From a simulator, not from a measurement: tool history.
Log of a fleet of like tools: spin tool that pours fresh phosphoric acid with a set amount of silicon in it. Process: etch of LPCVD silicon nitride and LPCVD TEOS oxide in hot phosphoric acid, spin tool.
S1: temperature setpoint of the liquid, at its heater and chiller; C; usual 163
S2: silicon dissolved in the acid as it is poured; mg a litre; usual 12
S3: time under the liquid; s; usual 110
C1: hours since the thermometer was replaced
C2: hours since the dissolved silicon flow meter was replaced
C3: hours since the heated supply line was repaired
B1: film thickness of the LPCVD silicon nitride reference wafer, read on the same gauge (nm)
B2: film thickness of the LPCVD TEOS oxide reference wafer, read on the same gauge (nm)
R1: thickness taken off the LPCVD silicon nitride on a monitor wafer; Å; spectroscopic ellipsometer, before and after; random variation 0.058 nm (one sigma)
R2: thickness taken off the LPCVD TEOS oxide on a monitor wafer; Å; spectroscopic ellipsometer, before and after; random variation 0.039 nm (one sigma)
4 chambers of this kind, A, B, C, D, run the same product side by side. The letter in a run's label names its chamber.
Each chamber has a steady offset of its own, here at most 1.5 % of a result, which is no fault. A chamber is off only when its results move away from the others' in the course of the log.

run 1B day=0.271 | S1=163 S2=12 S3=110 | C1=1515.7 C2=987.9 C3=1323.9 | B1=39.94 B2=40.008 | R1=116.35 R2=2.9813
run 2A day=0.496 | S1=163 S2=12 S3=110 | C1=286.2 C2=86.5 C3=1440 | B1=40.015 B2=40.001 | R1=116.65 R2=3.0485
run 3D day=0.738 | S1=163 S2=12 S3=110 | C1=768.5 C2=1622.3 C3=1975.6 | B1=40.045 B2=39.987 | R1=116.35 R2=3.5797
-- day=0.767 chamber D: thermometer replaced
run 4C day=0.904 | S1=163 S2=12 S3=110 | C1=994.8 C2=108.7 C3=151.7 | B1=39.943 B2=40.011 | R1=115.43 R2=3.5149
run 5C day=1.071 | S1=163 S2=12 S3=110 | C1=998.8 C2=112.7 C3=155.7 | B1=39.959 B2=40.002 | R1=116.31 R2=2.8577
run 6A day=1.258 | S1=163 S2=4.5 S3=70 | C1=304.5 C2=104.8 C3=1458.3 | B1=40.013 B2=39.999 | R1=73.554 R2=2.8242
run 7D day=1.45 | S1=163 S2=4.5 S3=70 | C1=16.4 C2=1639.4 C3=1992.7 | B1=39.959 B2=40.026 | R1=73.588 R2=2.1365
run 8B day=1.721 | S1=163 S2=4.5 S3=70 | C1=1550.5 C2=1022.7 C3=1358.7 | B1=39.997 B2=39.996 | R1=73.956 R2=2.7097
run 9C day=1.871 | S1=163 S2=4.5 S3=70 | C1=1018 C2=131.9 C3=174.9 | B1=39.966 B2=40.011 | R1=74.345 R2=2.9913
run 10D day=2.129 | S1=163 S2=12 S3=110 | C1=32.7 C2=1655.7 C3=2009 | B1=40.008 B2=40.008 | R1=115.66 R2=2.8655
run 11A day=2.371 | S1=163 S2=12 S3=110 | C1=331.2 C2=131.5 C3=1485 | B1=40.032 B2=39.996 | R1=114.7 R2=3.508
run 12B day=2.588 | S1=165 S2=9 S3=110 | C1=1571.3 C2=1043.5 C3=1379.5 | B1=39.972 B2=39.998 | R1=124.12 R2=4.2311
run 13A day=2.842 | S1=165 S2=9 S3=110 | C1=342.5 C2=142.8 C3=1496.3 | B1=40.055 B2=40.015 | R1=123.48 R2=3.8573
run 14D day=2.988 | S1=165 S2=9 S3=110 | C1=53.3 C2=1676.3 C3=2029.6 | B1=39.957 B2=40.013 | R1=123.18 R2=3.6112
run 15B day=3.188 | S1=165 S2=9 S3=110 | C1=1585.7 C2=1057.9 C3=1393.9 | B1=40.013 B2=40.004 | R1=123.2 R2=3.8475
run 16C day=3.308 | S1=163 S2=12 S3=110 | C1=1052.5 C2=166.4 C3=209.4 | B1=40.045 B2=39.989 | R1=117.23 R2=3.2254
run 17B day=3.567 | S1=163 S2=12 S3=110 | C1=1594.8 C2=1067 C3=1403 | B1=39.984 B2=39.995 | R1=115.93 R2=3.0961
run 18D day=3.838 | S1=163 S2=12 S3=110 | C1=73.7 C2=1696.7 C3=2050 | B1=39.967 B2=40.016 | R1=116.32 R2=3.343
run 19A day=4.067 | S1=163 S2=12 S3=110 | C1=371.9 C2=172.2 C3=1525.7 | B1=40.017 B2=40.009 | R1=113.01 R2=3.7803
run 20C day=4.246 | S1=163 S2=12 S3=110 | C1=1075 C2=188.9 C3=231.9 | B1=39.994 B2=40.013 | R1=115.13 R2=2.9018
run 21B day=4.454 | S1=163 S2=12 S3=110 | C1=1616.1 C2=1088.3 C3=1424.3 | B1=40.038 B2=39.998 | R1=116.77 R2=2.6266
run 22C day=4.588 | S1=163 S2=12 S3=110 | C1=1083.2 C2=197.1 C3=240.1 | B1=40.045 B2=39.998 | R1=116.26 R2=3.7562
run 23D day=4.783 | S1=163 S2=12 S3=110 | C1=96.4 C2=1719.4 C3=2072.7 | B1=40.021 B2=40.008 | R1=116.6 R2=3.1727
run 24A day=4.992 | S1=163 S2=12 S3=110 | C1=394.1 C2=194.4 C3=1547.9 | B1=40.015 B2=40.005 | R1=113.49 R2=2.6763
run 25D day=5.221 | S1=163 S2=12 S3=110 | C1=106.9 C2=1729.9 C3=2083.2 | B1=39.996 B2=39.996 | R1=115.55 R2=3.8727
run 26C day=5.483 | S1=163 S2=12 S3=110 | C1=1104.7 C2=218.6 C3=261.6 | B1=40.041 B2=39.999 | R1=115.76 R2=3.4471
run 27A day=5.708 | S1=163 S2=4.5 S3=110 | C1=411.3 C2=211.6 C3=1565.1 | B1=40.011 B2=40.005 | R1=110.64 R2=3.6917
run 28B day=5.867 | S1=163 S2=4.5 S3=110 | C1=1650 C2=1122.2 C3=1458.2 | B1=40.049 B2=40.003 | R1=115.39 R2=4.7153
run 29C day=6.012 | S1=163 S2=4.5 S3=110 | C1=1117.4 C2=231.3 C3=274.3 | B1=40.003 B2=39.994 | R1=116.63 R2=4.4334
run 30A day=6.154 | S1=163 S2=4.5 S3=110 | C1=422 C2=222.3 C3=1575.8 | B1=39.983 B2=40.009 | R1=110.11 R2=3.8175
run 31B day=6.35 | S1=163 S2=12 S3=110 | C1=1661.6 C2=1133.8 C3=1469.8 | B1=40.016 B2=39.988 | R1=115.4 R2=3.0995
run 32D day=6.5 | S1=163 S2=12 S3=110 | C1=137.6 C2=1760.6 C3=2113.9 | B1=40.015 B2=39.999 | R1=115.38 R2=2.9487
run 33B day=6.771 | S1=163 S2=12 S3=110 | C1=1671.7 C2=1143.9 C3=1479.9 | B1=40.015 B2=40.004 | R1=115.4 R2=3.4237
run 34D day=7.025 | S1=164.5 S2=4 S3=110 | C1=150.2 C2=1773.2 C3=2126.5 | B1=39.979 B2=39.988 | R1=122.54 R2=4.1533
run 35A day=7.262 | S1=164.5 S2=4 S3=110 | C1=448.6 C2=248.9 C3=1602.4 | B1=40.006 B2=39.998 | R1=115.81 R2=3.6705
run 36C day=7.483 | S1=164.5 S2=4 S3=110 | C1=1152.7 C2=266.6 C3=309.6 | B1=40.028 B2=40.009 | R1=121.96 R2=5.357

Is one chamber off against the others, does the gauge drift, or is nothing wrong? If a chamber is off, say which, and what the likeliest cause is.

Chamber A drifts away from the others.
Cause: temperature lost on the way to the wafer (K) = 1.75.
The log may not tell that from: liquid colder than its thermometer reads (K).

Here are 4 candidates for chamber A's next run, each the usual settings with a change, their results left as question marks. Which one brings its results back in line with what the others give on the usual settings?
In line means no further than this from the other chambers' mean on the usual settings: R1 2 Å; R2 1.4 Å
run 37A-1 day=7.679 | S1=162.5 S2=14.5 S3=105 | R1=? R2=?
run 37A-2 day=7.679 | S1=163.5 S2=9.5 S3=115 | R1=? R2=?
run 37A-3 day=7.679 | S1=164 S2=8 S3=120 | R1=? R2=?
run 37A-4 day=7.679 | S1=162.5 S2=16 S3=100 | R1=? R2=?

The other chambers' mean on the usual settings: R1 116.03 Å; R2 3.3695 Å
run=37A-1 R1=101.86 R2=2.4273
run=37A-2 R1=115.39 R2=3.2174
run=37A-3 R1=122.46 R2=3.6003
run=37A-4 R1=97.009 R2=2.2261
37A-2 brings the chamber back in line.
